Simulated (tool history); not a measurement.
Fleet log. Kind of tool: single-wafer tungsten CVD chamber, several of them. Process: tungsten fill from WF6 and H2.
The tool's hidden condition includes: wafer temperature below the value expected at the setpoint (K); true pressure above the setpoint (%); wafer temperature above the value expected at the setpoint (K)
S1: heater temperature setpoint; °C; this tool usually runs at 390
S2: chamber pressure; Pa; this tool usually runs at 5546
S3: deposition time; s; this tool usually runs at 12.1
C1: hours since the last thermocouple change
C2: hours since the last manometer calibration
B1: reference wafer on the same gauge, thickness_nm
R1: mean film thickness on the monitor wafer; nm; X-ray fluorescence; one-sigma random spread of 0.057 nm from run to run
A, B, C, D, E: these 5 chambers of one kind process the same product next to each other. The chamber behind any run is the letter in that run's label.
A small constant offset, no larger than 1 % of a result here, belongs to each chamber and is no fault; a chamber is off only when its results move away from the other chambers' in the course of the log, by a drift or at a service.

Run 1E, hour 13.7: usual settings; C1 202.9; C2 636.7; B1 39.889. Result: R1 33.977 nm.
Run 2A, hour 21.7: usual settings; C1 217.7; C2 236.5; B1 39.87. Result: R1 34.062 nm.
Run 3D, hour 30.9: usual settings; C1 844.5; C2 1521.4; B1 39.881. Result: R1 33.676 nm.
Run 4C, hour 37.8: usual settings; C1 1220.6; C2 503.7; B1 39.882. Result: R1 33.811 nm.
Run 5B, hour 52.7: usual settings but S3 10.3 s; C1 236.9; C2 1745.2; B1 39.863. Result: R1 28.587 nm.
Run 6D, hour 63.9: usual settings but S3 10.3 s; C1 877.5; C2 1554.4; B1 39.867. Result: R1 28.759 nm.
Run 7C, hour 74: usual settings but S3 10.3 s; C1 1256.8; C2 539.9; B1 39.857. Result: R1 28.706 nm.
Run 8E, hour 81.8: usual settings but S3 10.3 s; C1 271; C2 704.8; B1 39.854. Result: R1 28.762 nm.
Run 9A, hour 97.4: usual settings but S3 10.3 s; C1 293.4; C2 312.2; B1 39.822. Result: R1 28.906 nm.
Run 10B, hour 107.7: usual settings; C1 291.9; C2 1800.2; B1 39.825. Result: R1 33.558 nm.
Run 11B, hour 117: usual settings; C1 301.2; C2 1809.5; B1 39.826. Result: R1 33.618 nm.
Run 12A, hour 129.8: usual settings but S2 4480 Pa; C1 325.8; C2 344.6; B1 39.833. Result: R1 30.714 nm.
Run 13E, hour 144.2: usual settings but S2 4480 Pa; C1 333.4; C2 767.2; B1 39.804. Result: R1 30.493 nm.
Run 14D, hour 153.3: usual settings but S2 4480 Pa; C1 966.9; C2 1643.8; B1 39.791. Result: R1 30.606 nm.
Run 15C, hour 167.2: usual settings but S2 4480 Pa; C1 1350; C2 633.1; B1 39.793. Result: R1 30.405 nm.
Run 16C, hour 175: usual settings but S2 4480 Pa; C1 1357.8; C2 640.9; B1 39.8. Result: R1 30.455 nm.
Run 17A, hour 190.9: usual settings; C1 386.9; C2 405.7; B1 39.787. Result: R1 34.03 nm.
Run 18B, hour 206.1: usual settings; C1 390.3; C2 1898.6; B1 39.755. Result: R1 33.529 nm.
Run 19E, hour 221.6: usual settings; C1 410.8; C2 844.6; B1 39.742. Result: R1 33.819 nm.
Run 20D, hour 233: usual settings; C1 1046.6; C2 1723.5; B1 39.734. Result: R1 33.653 nm.
Run 21C, hour 245: usual settings; C1 1427.8; C2 710.9; B1 39.742. Result: R1 33.573 nm.
Run 22E, hour 258.2: usual settings; C1 447.4; C2 881.2; B1 39.738. Result: R1 33.704 nm.
Run 23A, hour 274.1: usual settings; C1 470.1; C2 488.9; B1 39.702. Result: R1 33.789 nm.
Run 24D, hour 286.3: usual settings; C1 1099.9; C2 1776.8; B1 39.696. Result: R1 33.775 nm.
Run 25B, hour 299.5: usual settings; C1 483.7; C2 1992; B1 39.704. Result: R1 33.526 nm.
Run 26C, hour 314.7: usual settings; C1 1497.5; C2 780.6; B1 39.691. Result: R1 33.609 nm.
Run 27A, hour 329: usual settings; C1 525; C2 543.8; B1 39.662. Result: R1 33.756 nm.
Run 28E, hour 340.4: usual settings; C1 529.6; C2 963.4; B1 39.675. Result: R1 33.732 nm.
Run 29B, hour 354.3: usual settings; C1 538.5; C2 2046.8; B1 39.68. Result: R1 33.48 nm.
Run 30D, hour 369.1: usual settings; C1 1182.7; C2 1859.6; B1 39.65. Result: R1 33.599 nm.
Run 31D, hour 381: usual settings; C1 1194.6; C2 1871.5; B1 39.655. Result: R1 33.657 nm.
Run 32C, hour 396.3: usual settings; C1 1579.1; C2 862.2; B1 39.621. Result: R1 33.504 nm.

All chambers now run identical settings, listed one chamber a line with results as question marks. What results will each chamber show?
Run 33A, hour 407.7: usual settings. Result: R1 ?.
Run 33B, hour 407.7: usual settings. Result: R1 ?.
Run 33C, hour 407.7: usual settings. Result: R1 ?.
Run 33D, hour 407.7: usual settings. Result: R1 ?.
Run 33E, hour 407.7: usual settings. Result: R1 ?.

run      R1
33A  33.759
33B  33.429
33C  33.562
33D  33.645
33E   33.77
